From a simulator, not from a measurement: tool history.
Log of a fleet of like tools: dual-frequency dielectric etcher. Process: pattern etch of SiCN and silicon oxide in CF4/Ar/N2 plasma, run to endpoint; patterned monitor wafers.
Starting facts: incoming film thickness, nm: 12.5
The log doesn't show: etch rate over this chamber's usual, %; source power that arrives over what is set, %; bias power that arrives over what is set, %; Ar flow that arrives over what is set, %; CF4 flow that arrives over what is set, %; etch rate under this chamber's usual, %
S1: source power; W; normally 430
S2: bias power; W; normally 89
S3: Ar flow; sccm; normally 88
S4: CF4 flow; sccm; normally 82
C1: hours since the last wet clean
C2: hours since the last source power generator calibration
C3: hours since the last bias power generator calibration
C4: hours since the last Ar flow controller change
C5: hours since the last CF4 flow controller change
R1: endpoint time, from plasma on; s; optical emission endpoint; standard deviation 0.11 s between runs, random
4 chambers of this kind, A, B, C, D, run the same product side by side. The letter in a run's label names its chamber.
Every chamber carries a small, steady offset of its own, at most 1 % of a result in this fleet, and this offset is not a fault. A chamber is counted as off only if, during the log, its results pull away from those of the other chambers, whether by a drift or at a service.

run	day	S1	S2	S3	S4	C1	C2	C3	C4	C5	R1
1B	0.404	430	89	88	82	309	1328	592	1822.1	3618.1	13.492
2D	0.771	430	89	88	82	311.4	873.4	2842.5	1885.6	1788.9	13.544
# day 0.858: chamber B: CF4 flow controller replaced
3A	1.133	430	89	88	82	186.1	1006.1	520	2571.3	2735.7	13.479
4C	1.508	430	89	88	82	71.4	279.9	3120	650.2	1585.2	13.334
5C	2.021	430	89	88	82	83.7	292.2	3132.3	662.5	1597.5	13.396
6D	2.671	430	89	88	82	357	919	2888.1	1931.2	1834.5	13.6
7A	3.308	430	89	88	82	238.3	1058.3	572.2	2623.5	2787.9	13.44
8B	3.704	430	89	88	82	388.2	1407.2	671.2	1901.3	68.3	13.483
9A	4.358	430	89	88	82	263.5	1083.5	597.4	2648.7	2813.1	13.748
# day 4.467: chamber D: wet clean of the chamber
10D	4.879	430	89	88	82	10	972	2941.1	1984.2	1887.5	13.404
11C	5.388	430	89	88	82	164.5	373	3213.1	743.3	1678.3	13.618
# day 5.783: chamber B: wet clean of the chamber
12B	6.025	430	89	88	82	5.9	1462.9	726.9	1957	124	13.655
13D	6.408	430	89	88	82	46.7	1008.7	2977.8	2020.9	1924.2	13.588
14C	6.721	400	76	88	82	196.5	405	3245.1	775.3	1710.3	15.123
15B	7.071	400	76	88	82	31	1488	752	1982.1	149.1	15.268
16A	7.558	400	76	88	82	340.3	1160.3	674.2	2725.5	2889.9	15.109
17B	8.229	400	76	88	82	58.8	1515.8	779.8	2009.9	176.9	15.123
18A	8.758	430	89	88	82	369.1	1189.1	703	2754.3	2918.7	13.498
19D	9.171	430	89	88	82	113	1075	3044.1	2087.2	1990.5	13.444
20C	9.583	350	89	88	82	265.2	473.7	3313.8	844	1779	16.084
21C	10.008	350	89	88	82	275.4	483.9	3324	854.2	1789.2	16.144
22B	10.504	350	89	88	82	113.4	1570.4	834.4	2064.5	231.5	16.24
23D	10.925	350	89	88	82	155.1	1117.1	3086.2	2129.3	2032.6	15.958
24A	11.604	430	89	88	82	437.4	1257.4	771.3	2822.6	2987	13.541
25D	12.112	430	89	88	82	183.6	1145.6	3114.7	2157.8	2061.1	13.508
26C	12.758	430	89	88	82	341.4	549.9	3390	920.2	1855.2	13.418
# day 13.142: chamber C: CF4 flow controller replaced
27B	13.371	430	89	88	82	182.2	1639.2	903.2	2133.3	300.3	13.309
# day 13.442: chamber C: wet clean of the chamber
28A	13.704	430	89	88	82	487.8	1307.8	821.7	2873	3037.4	13.403
# day 13.796: chamber B: source power generator calibrated
29D	14.062	430	89	88	82	230.4	1192.4	3161.5	2204.6	2107.9	13.518
30A	14.417	430	89	88	82	504.9	1324.9	838.8	2890.1	3054.5	13.455
31B	15.1	430	89	88	82	223.7	31.3	944.7	2174.8	341.8	13.57
# day 15.171: chamber D: CF4 flow controller replaced
32C	15.717	430	89	88	82	54.7	620.9	3461	991.2	61.8	13.452
# day 15.892: chamber D: Ar flow controller replaced
33A	16.271	430	89	88	82	549.4	1369.4	883.3	2934.6	3099	13.539
34C	16.858	430	89	88	82	82.1	648.3	3488.4	1018.6	89.2	13.332
# day 16.888: chamber A: wet clean of the chamber
35B	17.421	430	89	88	82	279.4	87	1000.4	2230.5	397.5	13.476
36D	17.779	430	89	88	82	319.6	1281.6	3250.7	45.3	62.6	13.407
37D	18.325	430	89	88	82	332.7	1294.7	3263.8	58.4	75.7	13.467
38C	18.621	430	89	88	82	124.4	690.6	3530.7	1060.9	131.5	13.342
39A	18.95	430	89	88	82	49.5	1433.7	947.6	2998.9	3163.3	13.463
40B	19.475	430	89	88	82	328.7	136.3	1049.7	2279.8	446.8	13.284
41B	19.908	430	89	88	82	339.1	146.7	1060.1	2290.2	457.2	13.405

Is one chamber out of step, is the gauge drifting, or do the chambers differ by no more than their own small offsets? For an off chamber, give its letter and the likeliest cause.

All chambers stay in line apart from their small fixed offsets, and the gauge does not drift.
